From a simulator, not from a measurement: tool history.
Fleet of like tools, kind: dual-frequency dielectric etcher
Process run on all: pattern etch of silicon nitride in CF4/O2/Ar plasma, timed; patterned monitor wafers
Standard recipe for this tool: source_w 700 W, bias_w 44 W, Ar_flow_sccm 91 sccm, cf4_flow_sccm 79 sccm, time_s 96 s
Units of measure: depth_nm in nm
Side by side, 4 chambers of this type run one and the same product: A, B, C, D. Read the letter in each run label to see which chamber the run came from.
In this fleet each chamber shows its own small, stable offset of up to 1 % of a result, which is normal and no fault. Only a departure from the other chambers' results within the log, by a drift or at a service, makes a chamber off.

run	hour	source_w	bias_w	Ar_flow_sccm	cf4_flow_sccm	time_s	read-back reference wafer on the same gauge, depth_nm	depth_nm
1A	4.8	700	44	91	79	96	257.95	227.79
2C	13.1	700	44	91	79	96	258.21	230.90
3D	19.7	700	44	91	79	96	257.63	228.19
4B	26.1	700	44	91	79	96	257.85	229.95
5B	31.5	700	44	91	79	96	257.86	228.04
6A	39.1	700	44	91	79	96	257.70	225.87
7C	45.8	700	44	91	79	96	257.82	225.51
8D	52.7	700	44	91	79	96	258.00	229.40
9D	59.0	700	48	91	79	96	258.26	235.94
10B	66.5	700	48	91	79	96	258.22	234.27
# hour 69.9: chamber B: wet clean of the chamber
11C	73.4	700	48	91	79	96	258.12	237.88
12A	80.8	700	48	91	79	96	258.07	234.57
13C	88.0	700	44	91	79	96	257.60	230.75
14D	95.7	700	44	91	79	96	258.16	226.08
15A	103.8	700	44	91	79	96	257.89	226.81
16B	109.4	700	44	91	79	96	258.06	217.34
17C	117.2	700	44	91	79	96	257.96	228.49
18A	125.5	700	44	110	79	96	257.50	221.88
19B	130.8	700	44	110	79	96	258.05	211.36
20D	137.4	700	44	110	79	96	257.96	222.22
21D	146.1	700	44	110	79	96	258.01	223.68
22C	155.4	700	44	91	79	96	257.94	227.67
# hour 159.5: chamber B: source power generator calibrated
23A	159.8	700	44	91	79	96	258.15	227.02
24B	168.5	700	44	91	79	96	257.95	217.45
25C	175.7	700	44	91	79	96	258.15	229.56
26D	183.2	700	44	91	79	96	257.71	227.14
27B	191.6	700	44	91	79	96	258.24	214.89
28A	201.0	700	44	91	79	96	258.41	226.53
29D	210.3	700	44	70	91	96	257.98	244.04
30A	215.0	700	44	70	91	96	257.64	238.24
31C	219.6	700	44	70	91	96	257.67	240.36
32B	226.0	700	44	70	91	96	258.29	228.15

For the next run the whole fleet of 4 chambers uses the same settings. Give each chamber's results:
33A	233.1	610	44	91	79	96		?
33B	233.1	610	44	91	79	96		?
33C	233.1	610	44	91	79	96		?
33D	233.1	610	44	91	79	96		?

run	depth_nm
33A	202.43
33B	191.38
33C	203.60
33D	201.25

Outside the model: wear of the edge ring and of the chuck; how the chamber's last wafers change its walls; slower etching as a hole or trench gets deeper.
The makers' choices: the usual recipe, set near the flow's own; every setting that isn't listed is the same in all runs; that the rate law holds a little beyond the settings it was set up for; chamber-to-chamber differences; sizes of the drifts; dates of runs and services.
